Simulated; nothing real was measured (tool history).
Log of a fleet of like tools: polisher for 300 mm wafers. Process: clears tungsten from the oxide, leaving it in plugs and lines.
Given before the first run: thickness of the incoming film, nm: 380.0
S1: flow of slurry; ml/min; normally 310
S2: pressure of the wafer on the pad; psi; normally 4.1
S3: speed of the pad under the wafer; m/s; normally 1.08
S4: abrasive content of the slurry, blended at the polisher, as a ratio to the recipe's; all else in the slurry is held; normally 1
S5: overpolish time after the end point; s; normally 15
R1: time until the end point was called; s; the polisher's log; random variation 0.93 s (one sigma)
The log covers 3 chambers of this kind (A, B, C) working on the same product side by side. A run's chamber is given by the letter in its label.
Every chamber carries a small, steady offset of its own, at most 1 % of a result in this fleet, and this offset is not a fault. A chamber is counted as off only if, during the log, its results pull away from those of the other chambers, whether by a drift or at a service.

{"hour": 11.4, "done": "chamber A: worn pad replaced by a new one"}
{"run": "1C", "hour": 12.2, "S1": 310, "S2": 4.1, "S3": 1.08, "S4": 1, "S5": 15, "R1": 82.146}
{"hour": 15.4, "done": "chamber C: worn pad replaced by a new one"}
{"hour": 23.3, "done": "chamber A: head pressure recalibrated"}
{"run": "2A", "hour": 24.8, "S1": 310, "S2": 4.1, "S3": 1.08, "S4": 1, "S5": 15, "R1": 79.567}
{"run": "3B", "hour": 33.5, "S1": 310, "S2": 4.1, "S3": 1.08, "S4": 1, "S5": 15, "R1": 80.908}
{"hour": 34.1, "done": "chamber A: slurry tank refilled with fresh slurry and peroxide"}
{"run": "4A", "hour": 43.7, "S1": 310, "S2": 4.1, "S3": 1.08, "S4": 1, "S5": 15, "R1": 82.224}
{"hour": 46.6, "done": "chamber B: slurry blender recalibrated"}
{"hour": 50.5, "done": "chamber C: slurry tank refilled with fresh slurry and peroxide"}
{"run": "5B", "hour": 53.9, "S1": 310, "S2": 4.1, "S3": 1.08, "S4": 1, "S5": 15, "R1": 82.364}
{"hour": 58.0, "done": "chamber B: worn pad replaced by a new one"}
{"run": "6C", "hour": 66.3, "S1": 310, "S2": 4.1, "S3": 1.08, "S4": 1, "S5": 15, "R1": 82.397}
{"run": "7B", "hour": 77.2, "S1": 310, "S2": 4.1, "S3": 1.08, "S4": 1, "S5": 15, "R1": 80.629}
{"hour": 82.1, "done": "chamber A: worn pad replaced by a new one"}
{"hour": 87.1, "done": "chamber B: slurry tank refilled with fresh slurry and peroxide"}
{"run": "8A", "hour": 90.6, "S1": 310, "S2": 4.1, "S3": 1.08, "S4": 1, "S5": 15, "R1": 81.29}
{"hour": 99.4, "done": "chamber C: worn pad replaced by a new one"}
{"run": "9C", "hour": 100.3, "S1": 310, "S2": 4.1, "S3": 1.08, "S4": 1, "S5": 15, "R1": 80.338}
{"run": "10C", "hour": 113.4, "S1": 310, "S2": 4.1, "S3": 0.72, "S4": 1, "S5": 15, "R1": 123.61}
{"run": "11B", "hour": 121.4, "S1": 310, "S2": 4.1, "S3": 0.72, "S4": 1, "S5": 15, "R1": 124.34}
{"run": "12A", "hour": 129.8, "S1": 310, "S2": 4.1, "S3": 0.72, "S4": 1, "S5": 15, "R1": 121.25}
{"hour": 133.9, "done": "chamber C: slurry tank refilled with fresh slurry and peroxide"}
{"hour": 135.4, "done": "chamber A: slurry tank refilled with fresh slurry and peroxide"}
{"run": "13A", "hour": 139.1, "S1": 310, "S2": 4.1, "S3": 1.08, "S4": 1, "S5": 15, "R1": 82.098}
{"hour": 139.4, "done": "chamber B: worn pad replaced by a new one"}
{"run": "14C", "hour": 146.3, "S1": 310, "S2": 4.1, "S3": 1.08, "S4": 1, "S5": 15, "R1": 81.125}
{"hour": 158.3, "done": "chamber A: worn pad replaced by a new one"}
{"run": "15B", "hour": 160.4, "S1": 310, "S2": 4.1, "S3": 1.08, "S4": 1, "S5": 15, "R1": 84.489}
{"run": "16C", "hour": 170.9, "S1": 310, "S2": 4.1, "S3": 1.08, "S4": 1, "S5": 15, "R1": 80.944}
{"run": "17B", "hour": 179.2, "S1": 310, "S2": 4.1, "S3": 1.08, "S4": 1, "S5": 15, "R1": 84.324}
{"hour": 181.7, "done": "chamber C: slurry blender recalibrated"}
{"hour": 181.8, "done": "chamber C: worn pad replaced by a new one"}
{"run": "18A", "hour": 189.7, "S1": 310, "S2": 4.1, "S3": 1.08, "S4": 1, "S5": 21, "R1": 80.737}
{"hour": 197.6, "done": "chamber C: slurry tank refilled with fresh slurry and peroxide"}
{"run": "19A", "hour": 204.6, "S1": 310, "S2": 4.1, "S3": 1.08, "S4": 1, "S5": 21, "R1": 82.053}
{"hour": 208.3, "done": "chamber B: worn pad replaced by a new one"}
{"hour": 211.6, "done": "chamber B: slurry tank refilled with fresh slurry and peroxide"}
{"hour": 213.7, "done": "chamber A: slurry tank refilled with fresh slurry and peroxide"}
{"run": "20B", "hour": 218.1, "S1": 310, "S2": 4.1, "S3": 1.08, "S4": 1, "S5": 21, "R1": 87.597}
{"hour": 222.1, "done": "chamber B: slurry blender recalibrated"}
{"hour": 223.9, "done": "chamber A: worn pad replaced by a new one"}
{"run": "21C", "hour": 225.9, "S1": 310, "S2": 4.1, "S3": 1.08, "S4": 1, "S5": 15, "R1": 81.026}
{"run": "22C", "hour": 235.7, "S1": 310, "S2": 4.1, "S3": 1.08, "S4": 1, "S5": 15, "R1": 80.965}
{"run": "23B", "hour": 242.7, "S1": 310, "S2": 4.1, "S3": 1.08, "S4": 1, "S5": 15, "R1": 86.34}
{"hour": 246.0, "done": "chamber C: worn pad replaced by a new one"}
{"run": "24A", "hour": 252.9, "S1": 310, "S2": 4.1, "S3": 1.08, "S4": 1, "S5": 15, "R1": 82.352}
{"run": "25B", "hour": 262.6, "S1": 310, "S2": 4.1, "S3": 1.08, "S4": 1, "S5": 15, "R1": 86.286}
{"hour": 264.8, "done": "chamber C: slurry tank refilled with fresh slurry and peroxide"}
{"run": "26C", "hour": 270.3, "S1": 310, "S2": 4.1, "S3": 1.08, "S4": 1, "S5": 15, "R1": 80.761}
{"hour": 282.2, "done": "chamber B: worn pad replaced by a new one"}
{"run": "27A", "hour": 282.7, "S1": 310, "S2": 4.1, "S3": 1.08, "S4": 1, "S5": 15, "R1": 81.581}
{"hour": 283.9, "done": "chamber B: slurry nozzle cleaned"}
{"hour": 290.2, "done": "chamber A: slurry blender recalibrated"}
{"run": "28A", "hour": 294.5, "S1": 310, "S2": 4.1, "S3": 1.08, "S4": 1, "S5": 15, "R1": 80.287}
{"hour": 297.1, "done": "chamber A: slurry tank refilled with fresh slurry and peroxide"}
{"hour": 298.2, "done": "chamber A: worn pad replaced by a new one"}
{"run": "29B", "hour": 305.7, "S1": 310, "S2": 4.1, "S3": 1.08, "S4": 1, "S5": 15, "R1": 89.239}
{"run": "30C", "hour": 313.1, "S1": 310, "S2": 4.1, "S3": 1.08, "S4": 1, "S5": 15, "R1": 82.488}
{"run": "31C", "hour": 321.6, "S1": 310, "S2": 4.1, "S3": 1.08, "S4": 1, "S5": 15, "R1": 81.502}
{"run": "32B", "hour": 333.2, "S1": 310, "S2": 4.1, "S3": 1.08, "S4": 1, "S5": 15, "R1": 91.89}
{"hour": 340.9, "done": "chamber B: slurry tank refilled with fresh slurry and peroxide"}
{"run": "33A", "hour": 345.1, "S1": 310, "S2": 4.1, "S3": 1.08, "S4": 1, "S5": 15, "R1": 81.228}
{"run": "34A", "hour": 355.6, "S1": 310, "S2": 4.1, "S3": 1.08, "S4": 1, "S5": 15, "R1": 82.25}
{"hour": 362.3, "done": "chamber B: worn pad replaced by a new one"}
{"run": "35B", "hour": 369.5, "S1": 310, "S2": 4.1, "S3": 1.08, "S4": 1, "S5": 20, "R1": 90.704}

Next, every chamber runs the same settings. What will each give?
{"run": "36A", "hour": 380.5, "S1": 310, "S2": 4.1, "S3": 1.46, "S4": 1, "S5": 15, "R1": "?"}
{"run": "36B", "hour": 380.5, "S1": 310, "S2": 4.1, "S3": 1.46, "S4": 1, "S5": 15, "R1": "?"}
{"run": "36C", "hour": 380.5, "S1": 310, "S2": 4.1, "S3": 1.46, "S4": 1, "S5": 15, "R1": "?"}

run=36A R1=59.596
run=36B R1=68.061
run=36C R1=61.088
